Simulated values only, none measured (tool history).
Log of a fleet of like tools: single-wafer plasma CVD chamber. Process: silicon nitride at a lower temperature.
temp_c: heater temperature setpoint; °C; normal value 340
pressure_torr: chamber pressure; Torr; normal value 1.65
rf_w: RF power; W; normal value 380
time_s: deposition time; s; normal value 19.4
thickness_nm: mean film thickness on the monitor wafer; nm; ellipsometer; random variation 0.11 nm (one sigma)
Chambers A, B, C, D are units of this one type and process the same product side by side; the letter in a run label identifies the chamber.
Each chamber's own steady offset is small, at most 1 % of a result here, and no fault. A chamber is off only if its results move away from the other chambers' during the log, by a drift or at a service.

run     day  temp_c  pressure_torr  rf_w  time_s  hours since the last thermocouple change  hours since the last RF generator calibration  hours since the last manometer calibration  read-back reference wafer on the same gauge, thickness_nm  thickness_nm
 1B   0.538     340           1.65   380    19.4                                     897.9                                          875.3                                       854.5                                                     25.907         27.09
 2A   0.933     340           1.65   380    19.4                                      1529                                          422.9                                        60.4                                                     25.899        27.015
 3D   1.221     340           1.65   380    19.4                                     694.2                                         1639.7                                      2173.1                                                      25.92        26.949
 4C   1.496     340           1.65   380    19.4                                    2083.7                                         1992.5                                       977.8                                                     25.918        26.758
 5C   1.846     340           1.65   380    19.4                                    2092.1                                         2000.9                                       986.2                                                     25.907         26.77
 6A   2.142     340           1.65   380    19.4                                      1558                                          451.9                                        89.4                                                     25.911        27.013
 7D   2.458     340           1.65   380    19.4                                     723.9                                         1669.4                                      2202.8                                                     25.909        26.975
 8B   2.954     340           1.65   380    19.4                                     955.9                                          933.3                                       912.5                                                     25.901        27.039
 9A   3.438     340           1.65   315    19.4                                    1589.1                                            483                                       120.5                                                     25.907        24.053
10C   3.892     340           1.65   315    19.4                                    2141.2                                           2050                                      1035.3                                                     25.871        23.969
11D   4.288     340           1.65   315    19.4                                     767.8                                         1713.3                                      2246.7                                                     25.896        24.061
12B   4.788     340           1.65   315    19.4                                     999.9                                          977.3                                       956.5                                                     25.917        23.832
13D   5.354     340           1.65   380    19.4                                     793.4                                         1738.9                                      2272.3                                                     25.934        27.291
14C     5.6     340           1.65   380    19.4                                    2182.2                                           2091                                      1076.3                                                       25.9         27.04
15A   6.029     340           1.65   380    19.4                                    1651.3                                          545.2                                       182.7                                                     25.887        27.027
16B   6.396     340           1.65   380    19.4                                    1038.5                                         1015.9                                       995.1                                                     25.895        26.703
17A   6.696     340           1.65   380    19.4                                    1667.3                                          561.2                                       198.7                                                     25.895         27.15
18C   7.175     340           1.65   380    19.4                                      2220                                         2128.8                                      1114.1                                                     25.915        26.908
19D   7.454     330           1.65   380    19.4                                     843.8                                         1789.3                                      2322.7                                                     25.899        27.255
20B   7.892     330           1.65   380    19.4                                    1074.4                                         1051.8                                        1031                                                     25.891        26.518
21C   8.283     330           1.65   380    19.4                                    2246.6                                         2155.4                                      1140.7                                                     25.882        26.931
22D   8.621     330           1.65   380    19.4                                     871.8                                         1817.3                                      2350.7                                                     25.906        27.095
23A    8.95     340           1.65   380    19.4                                    1721.4                                          615.3                                       252.8                                                     25.895        27.226
24B   9.371     340           1.65   380    19.4                                    1109.9                                         1087.3                                      1066.5                                                     25.917        26.383
25D     9.7     340           1.65   380    19.4                                     897.7                                         1843.2                                      2376.6                                                     25.927        27.056
      9.704  -- chamber C: RF generator calibrated
26A  10.042     340           1.65   380    19.4                                    1747.6                                          641.5                                         279                                                     25.893         27.21
27C  10.454     340           1.65   380    19.4                                    2298.7                                           18.1                                      1192.8                                                     25.905        26.817
28B  10.875     340           1.65   380    19.4                                      1146                                         1123.4                                      1102.6                                                     25.903        25.982
29A  11.204     340           1.65   380    19.4                                    1775.5                                          669.4                                       306.9                                                      25.91        27.175
     11.362  -- chamber D: thermocouple changed; heater temperature recalibrated
30D  11.521     340            1.3   380    22.6                                       3.8                                         1886.9                                      2420.3                                                     25.897        29.655
     11.804  -- chamber B: thermocouple changed; heater temperature recalibrated
31B  12.058     340            1.3   380    22.6                                       6.2                                         1151.8                                        1131                                                     25.936        28.034
32C  12.525     340            1.3   380    22.6                                    2348.4                                           67.8                                      1242.5                                                     25.873        29.446
33A  12.838     340            1.3   380    22.6                                    1814.7                                          708.6                                       346.1                                                      25.91        29.477
34D  13.233     340            1.9   380    19.4                                      44.9                                           1928                                      2461.4                                                     25.901        28.216

Decide between three cases: one chamber stands off from its peers, the gauge reading all wafers drifts, or nothing is wrong past each chamber's small offset. Where a chamber is off, say which and what most likely put it there.

Chamber B drifts away from the others.
Likeliest cause: delivered RF power below the setpoint (%) = 8.11.

Which of the 4 candidates below, each the usual settings with something changed and its results left as question marks, puts chamber B back in line with what the other chambers give on the usual settings?
In line here means within this much of the mean the other chambers give on the usual settings: thickness_nm 0.38 nm
35B-1  13.646     340           1.59   360    17.9                                                                                                                                                                                                             ?
35B-2  13.646     340           1.65   460    19.4                                                                                                                                                                                                             ?
35B-3  13.646     340           1.62   370    18.7                                                                                                                                                                                                             ?
35B-4  13.646     340           1.72   405    19.4                                                                                                                                                                                                             ?

Other chambers, usual settings, mean: thickness_nm 27.065 nm
  run  thickness_nm
35B-1        22.599
35B-2        28.872
35B-3        24.152
35B-4        26.993
The right change is 35B-4: it brings the chamber back within the allowed miss of the others.
